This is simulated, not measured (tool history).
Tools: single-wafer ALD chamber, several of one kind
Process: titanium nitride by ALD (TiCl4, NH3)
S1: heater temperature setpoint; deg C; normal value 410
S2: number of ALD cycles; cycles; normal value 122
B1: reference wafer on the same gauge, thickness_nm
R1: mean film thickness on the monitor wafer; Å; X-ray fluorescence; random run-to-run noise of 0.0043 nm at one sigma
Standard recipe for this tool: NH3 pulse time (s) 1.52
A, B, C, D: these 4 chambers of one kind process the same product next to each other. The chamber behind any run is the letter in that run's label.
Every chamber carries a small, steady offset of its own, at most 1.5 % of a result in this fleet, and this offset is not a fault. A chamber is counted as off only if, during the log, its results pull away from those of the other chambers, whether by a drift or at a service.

Run 1D, hour 11.9: usual settings; B1 2.3782. Result: R1 26.712 Å.
Run 2A, hour 25: usual settings; B1 2.3801. Result: R1 26.905 Å.
Run 3C, hour 36.4: usual settings; B1 2.3789. Result: R1 26.81 Å.
Run 4B, hour 48.7: usual settings; B1 2.3779. Result: R1 26.972 Å.
Run 5C, hour 57.3: usual settings; B1 2.3782. Result: R1 26.759 Å.
Run 6D, hour 68.3: usual settings; B1 2.3775. Result: R1 26.659 Å.
Run 7A, hour 79.2: usual settings; B1 2.3775. Result: R1 26.766 Å.
Run 8B, hour 93.9: usual settings; B1 2.3772. Result: R1 27.016 Å.
Run 9B, hour 102.1: usual settings; B1 2.3752. Result: R1 27.023 Å.
Run 10D, hour 112.4: usual settings; B1 2.3763. Result: R1 26.611 Å.
Run 11C, hour 119.8: usual settings; B1 2.3766. Result: R1 26.728 Å.
Run 12A, hour 128.1: usual settings; B1 2.3751. Result: R1 26.797 Å.
Run 13C, hour 141.9: usual settings; B1 2.3745. Result: R1 26.727 Å.
Run 14A, hour 150.4: usual settings; B1 2.3742. Result: R1 26.924 Å.
Run 15D, hour 157.7: usual settings; B1 2.3732. Result: R1 26.642 Å.
Run 16B, hour 170.1: usual settings; B1 2.3739. Result: R1 26.95 Å.
Run 17C, hour 184.3: usual settings; B1 2.3727. Result: R1 26.807 Å.
Run 18B, hour 196.2: usual settings; B1 2.3727. Result: R1 26.984 Å.
Run 19A, hour 208.5: usual settings; B1 2.3718. Result: R1 26.826 Å.
Run 20D, hour 222.8: usual settings; B1 2.3722. Result: R1 26.674 Å.
Run 21A, hour 232.7: usual settings but S1 396 deg C, NH3 pulse time (s) 1.81; B1 2.3718. Result: R1 26.757 Å.
Run 22C, hour 243.1: usual settings but S1 396 deg C, NH3 pulse time (s) 1.81; B1 2.3705. Result: R1 26.607 Å.
At hour 250.8: chamber C: thermocouple changed; heater temperature recalibrated.
Run 23D, hour 255.2: usual settings but S1 396 deg C, NH3 pulse time (s) 1.81; B1 2.3704. Result: R1 26.559 Å.
Run 24B, hour 262.8: usual settings but S1 396 deg C, NH3 pulse time (s) 1.81; B1 2.3702. Result: R1 26.916 Å.
Run 25C, hour 274.2: usual settings; B1 2.3696. Result: R1 26.764 Å.
Run 26A, hour 287.7: usual settings; B1 2.3688. Result: R1 26.741 Å.
Run 27D, hour 296.2: usual settings but S2 101 cycles, NH3 pulse time (s) 1.28; B1 2.3681. Result: R1 21.865 Å.
Run 28B, hour 306.1: usual settings but S2 101 cycles, NH3 pulse time (s) 1.28; B1 2.3678. Result: R1 22.138 Å.
Run 29A, hour 318.3: usual settings but S2 101 cycles, NH3 pulse time (s) 1.28; B1 2.3671. Result: R1 21.96 Å.
Run 30B, hour 327.3: usual settings but S2 101 cycles, NH3 pulse time (s) 1.28; B1 2.3677. Result: R1 22.076 Å.
Run 31D, hour 335.5: usual settings; B1 2.3683. Result: R1 26.484 Å.
Run 32C, hour 346: usual settings; B1 2.3666. Result: R1 26.695 Å.
Run 33D, hour 356.1: usual settings; B1 2.3676. Result: R1 26.557 Å.
Run 34A, hour 363.1: usual settings but NH3 pulse time (s) 0.96; B1 2.3663. Result: R1 26.174 Å.
Run 35C, hour 373.5: usual settings but NH3 pulse time (s) 0.96; B1 2.3654. Result: R1 26.094 Å.
Run 36B, hour 379.8: usual settings but NH3 pulse time (s) 0.96; B1 2.3649. Result: R1 26.34 Å.
Run 37B, hour 390.1: usual settings but NH3 pulse time (s) 0.96; B1 2.3643. Result: R1 26.306 Å.
Run 38D, hour 402.5: usual settings; B1 2.3641. Result: R1 26.553 Å.

Read the log: is a single chamber off, either drifting away or since a service, is the gauge that measures every chamber drifting, or is nothing wrong beyond small per-chamber offsets? Name any odd chamber and what most likely caused it.

The gauge drifts, so all chambers seem to drift together. No chamber is off.
What lies behind it: gauge reads low (%) = 0.661.
